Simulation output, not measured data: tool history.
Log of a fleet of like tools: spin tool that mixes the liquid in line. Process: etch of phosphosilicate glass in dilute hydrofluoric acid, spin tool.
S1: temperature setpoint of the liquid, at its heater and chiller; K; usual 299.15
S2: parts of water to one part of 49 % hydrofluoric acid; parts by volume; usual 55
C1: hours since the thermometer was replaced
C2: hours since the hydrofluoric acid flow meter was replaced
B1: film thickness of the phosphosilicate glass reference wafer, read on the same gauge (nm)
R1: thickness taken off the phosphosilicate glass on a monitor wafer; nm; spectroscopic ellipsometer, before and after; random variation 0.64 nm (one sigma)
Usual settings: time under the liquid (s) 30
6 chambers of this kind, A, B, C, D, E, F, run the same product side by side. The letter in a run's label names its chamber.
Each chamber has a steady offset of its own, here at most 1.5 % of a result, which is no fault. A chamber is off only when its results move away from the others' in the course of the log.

run 1F hour=8.9 | S1=299.15 S2=55 time_under_the_liquid_(s)=30 | C1=416.8 C2=42.8 | B1=30.032 | R1=109.67
run 2E hour=15.4 | S1=299.15 S2=55 time_under_the_liquid_(s)=30 | C1=1470.2 C2=319.1 | B1=30.021 | R1=110.12
run 3C hour=22.6 | S1=299.15 S2=55 time_under_the_liquid_(s)=30 | C1=1666.5 C2=249.7 | B1=29.999 | R1=109.11
run 4B hour=26.5 | S1=299.15 S2=55 time_under_the_liquid_(s)=30 | C1=1457.3 C2=1163.1 | B1=29.996 | R1=108.8
run 5D hour=32.4 | S1=299.15 S2=55 time_under_the_liquid_(s)=30 | C1=153.8 C2=118 | B1=30.006 | R1=109.98
run 6A hour=40.8 | S1=299.15 S2=55 time_under_the_liquid_(s)=30 | C1=794.2 C2=563.5 | B1=29.993 | R1=108.88
run 7E hour=49.8 | S1=299.15 S2=55 time_under_the_liquid_(s)=30 | C1=1504.6 C2=353.5 | B1=30.003 | R1=109.17
run 8B hour=55 | S1=296.15 S2=55 time_under_the_liquid_(s)=15 | C1=1485.8 C2=1191.6 | B1=30.014 | R1=48.257
run 9A hour=62.5 | S1=296.15 S2=55 time_under_the_liquid_(s)=15 | C1=815.9 C2=585.2 | B1=29.996 | R1=48.573
run 10C hour=70.1 | S1=296.15 S2=55 time_under_the_liquid_(s)=15 | C1=1714 C2=297.2 | B1=30.018 | R1=48.037
run 11F hour=75.2 | S1=296.15 S2=55 time_under_the_liquid_(s)=15 | C1=483.1 C2=109.1 | B1=30.001 | R1=48.406
run 12D hour=83.6 | S1=296.15 S2=55 time_under_the_liquid_(s)=15 | C1=205 C2=169.2 | B1=29.998 | R1=48.591
run 13E hour=89.1 | S1=296.15 S2=55 time_under_the_liquid_(s)=15 | C1=1543.9 C2=392.8 | B1=30.015 | R1=48.361
run 14B hour=97.7 | S1=299.15 S2=55 time_under_the_liquid_(s)=30 | C1=1528.5 C2=1234.3 | B1=29.993 | R1=108.55
run 15C hour=106.6 | S1=299.15 S2=55 time_under_the_liquid_(s)=30 | C1=1750.5 C2=333.7 | B1=29.998 | R1=108.27
run 16D hour=110.7 | S1=299.15 S2=55 time_under_the_liquid_(s)=30 | C1=232.1 C2=196.3 | B1=29.999 | R1=108.91
run 17A hour=115.6 | S1=299.15 S2=55 time_under_the_liquid_(s)=30 | C1=869 C2=638.3 | B1=30.009 | R1=110.19
run 18F hour=123.3 | S1=299.15 S2=55 time_under_the_liquid_(s)=30 | C1=531.2 C2=157.2 | B1=30.003 | R1=109.57
run 19E hour=131.8 | S1=299.15 S2=55 time_under_the_liquid_(s)=30 | C1=1586.6 C2=435.5 | B1=30.024 | R1=110.52
run 20B hour=140.5 | S1=299.15 S2=55 time_under_the_liquid_(s)=40 | C1=1571.3 C2=1277.1 | B1=30.003 | R1=145.17
run 21C hour=145.7 | S1=299.15 S2=55 time_under_the_liquid_(s)=40 | C1=1789.6 C2=372.8 | B1=30.009 | R1=145.2
run 22A hour=152.9 | S1=299.15 S2=55 time_under_the_liquid_(s)=40 | C1=906.3 C2=675.6 | B1=29.982 | R1=146.7
run 23D hour=160.8 | S1=299.15 S2=55 time_under_the_liquid_(s)=40 | C1=282.2 C2=246.4 | B1=30.002 | R1=147.01
-- hour=163.9 chamber A: hydrofluoric acid flow meter replaced
run 24F hour=169 | S1=299.15 S2=55 time_under_the_liquid_(s)=40 | C1=576.9 C2=202.9 | B1=30.001 | R1=147.14
run 25B hour=175.6 | S1=299.15 S2=55 time_under_the_liquid_(s)=40 | C1=1606.4 C2=1312.2 | B1=29.994 | R1=145.86
run 26F hour=183.1 | S1=299.15 S2=55 time_under_the_liquid_(s)=30 | C1=591 C2=217 | B1=29.996 | R1=109.67
run 27A hour=188.3 | S1=299.15 S2=55 time_under_the_liquid_(s)=30 | C1=941.7 C2=24.4 | B1=29.987 | R1=111
run 28E hour=195.4 | S1=299.15 S2=55 time_under_the_liquid_(s)=30 | C1=1650.2 C2=499.1 | B1=29.995 | R1=109.77
run 29D hour=200.3 | S1=299.15 S2=55 time_under_the_liquid_(s)=30 | C1=321.7 C2=285.9 | B1=30.022 | R1=109.59
run 30C hour=207.8 | S1=299.15 S2=55 time_under_the_liquid_(s)=30 | C1=1851.7 C2=434.9 | B1=29.999 | R1=108.34
run 31E hour=212.4 | S1=299.15 S2=55 time_under_the_liquid_(s)=30 | C1=1667.2 C2=516.1 | B1=30.006 | R1=109.96
run 32B hour=218.1 | S1=299.15 S2=55 time_under_the_liquid_(s)=30 | C1=1648.9 C2=1354.7 | B1=30.015 | R1=108.99
run 33D hour=222.5 | S1=299.15 S2=55 time_under_the_liquid_(s)=30 | C1=343.9 C2=308.1 | B1=30.002 | R1=109.43
run 34F hour=231.3 | S1=299.15 S2=55 time_under_the_liquid_(s)=30 | C1=639.2 C2=265.2 | B1=30.015 | R1=109.88
run 35C hour=240.3 | S1=299.15 S2=55 time_under_the_liquid_(s)=30 | C1=1884.2 C2=467.4 | B1=29.966 | R1=108.49
run 36A hour=245.8 | S1=299.15 S2=55 time_under_the_liquid_(s)=30 | C1=999.2 C2=81.9 | B1=30.006 | R1=108.51
run 37D hour=250.6 | S1=299.15 S2=55 time_under_the_liquid_(s)=30 | C1=372 C2=336.2 | B1=30.018 | R1=109.37
run 38F hour=255.5 | S1=299.15 S2=55 time_under_the_liquid_(s)=30 | C1=663.4 C2=289.4 | B1=30.009 | R1=108.75
run 39A hour=261.1 | S1=297.15 S2=75 time_under_the_liquid_(s)=30 | C1=1014.5 C2=97.2 | B1=30.003 | R1=72.67
run 40B hour=270 | S1=297.15 S2=75 time_under_the_liquid_(s)=30 | C1=1700.8 C2=1406.6 | B1=30 | R1=71.296
run 41C hour=278.3 | S1=297.15 S2=75 time_under_the_liquid_(s)=30 | C1=1922.2 C2=505.4 | B1=30.002 | R1=71.259
run 42E hour=282.3 | S1=297.15 S2=75 time_under_the_liquid_(s)=30 | C1=1737.1 C2=586 | B1=30.025 | R1=71.986

Is one chamber off against the others, does the gauge drift, or is nothing wrong? If a chamber is off, say which, and what the likeliest cause is.

No chamber stands off beyond its own small offset, and the gauge holds steady.
